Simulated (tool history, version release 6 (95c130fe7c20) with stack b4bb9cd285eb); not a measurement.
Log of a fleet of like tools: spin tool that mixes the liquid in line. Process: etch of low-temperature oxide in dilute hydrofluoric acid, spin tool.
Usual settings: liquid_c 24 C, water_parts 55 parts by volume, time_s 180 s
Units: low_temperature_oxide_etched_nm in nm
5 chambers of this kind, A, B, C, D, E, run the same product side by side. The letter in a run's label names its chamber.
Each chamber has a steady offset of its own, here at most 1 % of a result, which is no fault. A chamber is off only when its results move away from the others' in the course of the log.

| run | hour | liquid_c | water_parts | time_s | hours since the thermometer was replaced | hours since the hydrofluoric acid flow meter was replaced | read-back film thickness of the low-temperature oxide reference wafer, read on the same gauge (nm) | low_temperature_oxide_etched_nm |
|---|---|---|---|---|---|---|---|---|
| 1B | 4.2 | 24 | 55 | 180 | 1532.3 | 327.6 | 140.04 | 36.497 |
| 2A | 7.7 | 24 | 55 | 180 | 301 | 1402.9 | 139.99 | 36.962 |
| 3D | 12.6 | 24 | 55 | 180 | 1154.2 | 1081.6 | 140.03 | 36.785 |
| 4E | 16.7 | 24 | 55 | 180 | 416.8 | 1715.4 | 140 | 37 |
| 5C | 21 | 24 | 55 | 180 | 143.9 | 733.9 | 140.01 | 37.469 |
| 6A | 24.4 | 24 | 55 | 180 | 317.7 | 1419.6 | 140 | 36.913 |
| 7B | 28 | 27 | 55 | 180 | 1556.1 | 351.4 | 139.99 | 41.129 |
| 8D | 31 | 27 | 55 | 180 | 1172.6 | 1100 | 140.03 | 41.375 |
| 9C | 35.7 | 27 | 55 | 180 | 158.6 | 748.6 | 140 | 42.366 |
| 10E | 39.4 | 27 | 55 | 180 | 439.5 | 1738.1 | 140.05 | 41.867 |
| 11D | 42.7 | 27 | 55 | 180 | 1184.3 | 1111.7 | 140.03 | 41.092 |
| 12C | 46.8 | 24 | 55 | 180 | 169.7 | 759.7 | 140 | 37.808 |
| 13A | 51.7 | 24 | 55 | 180 | 345 | 1446.9 | 139.98 | 37.255 |
| 14E | 56.2 | 24 | 55 | 180 | 456.3 | 1754.9 | 140.01 | 37.396 |
| 15B | 58.6 | 24 | 55 | 180 | 1586.7 | 382 | 139.94 | 37.549 |
| 16D | 62.3 | 24 | 55 | 180 | 1203.9 | 1131.3 | 140.01 | 37.119 |
| 17B | 66.1 | 24 | 55 | 180 | 1594.2 | 389.5 | 140.01 | 38.512 |
| 18A | 70 | 24 | 55 | 180 | 363.3 | 1465.2 | 139.94 | 36.733 |
| 19C | 74.4 | 24 | 55 | 180 | 197.3 | 787.3 | 139.94 | 36.861 |
| 20E | 77.8 | 24 | 55 | 180 | 477.9 | 1776.5 | 140.05 | 37.04 |
| 21A | 82.9 | 24 | 55 | 180 | 376.2 | 1478.1 | 140.01 | 37.22 |
| 22B | 85.5 | 24 | 55 | 180 | 1613.6 | 408.9 | 140 | 39.099 |
| 23E | 89.3 | 24 | 55 | 180 | 489.4 | 1788 | 140.02 | 37.005 |
| 24C | 94.2 | 24 | 55 | 180 | 217.1 | 807.1 | 140.01 | 36.858 |
| 25D | 97.2 | 24 | 55 | 180 | 1238.8 | 1166.2 | 140.04 | 36.825 |
| 26B | 102.3 | 24 | 55 | 180 | 1630.4 | 425.7 | 139.98 | 39.956 |
| 27D | 107 | 24 | 55 | 180 | 1248.6 | 1176 | 139.95 | 36.714 |
| 28C | 110.6 | 24 | 55 | 180 | 233.5 | 823.5 | 139.99 | 36.796 |
| 29E | 114.9 | 24 | 30 | 265 | 515 | 1813.6 | 140.01 | 103.95 |
| 30A | 118.4 | 24 | 30 | 265 | 411.7 | 1513.6 | 139.94 | 103.47 |
| 31A | 122.9 | 24 | 30 | 265 | 416.2 | 1518.1 | 140.06 | 101.16 |
| 32D | 126.8 | 24 | 30 | 265 | 1268.4 | 1195.8 | 139.98 | 103.87 |

Is one chamber off against the others, does the gauge drift, or is nothing wrong? If a chamber is off, say which, and what the likeliest cause is.

Chamber B drifts away from the others.
Cause: hydrofluoric acid flow above the setpoint (%) = 10.6.
The log may not tell that from: liquid hotter than its thermometer reads (K).

Here are 4 candidates for chamber B's next run, each the usual settings with a change, their results left as question marks. Which one brings its results back in line with what the others give on the usual settings?
In line means no further than this from the other chambers' mean on the usual settings: low_temperature_oxide_etched_nm 1.2 nm
| 33B-1 | 130.6 | 24 | 55 | 175 |  |  |  | ? |
| 33B-2 | 130.6 | 24 | 50 | 180 |  |  |  | ? |
| 33B-3 | 130.6 | 24 | 55 | 160 |  |  |  | ? |
| 33B-4 | 130.6 | 24 | 55 | 185 |  |  |  | ? |

The other chambers' mean on the usual settings: low_temperature_oxide_etched_nm 37.107 nm
| run | low_temperature_oxide_etched_nm |
|---|---|
| 33B-1 | 40.046 |
| 33B-2 | 45.656 |
| 33B-3 | 36.614 |
| 33B-4 | 42.335 |
33B-3 brings the chamber back in line.
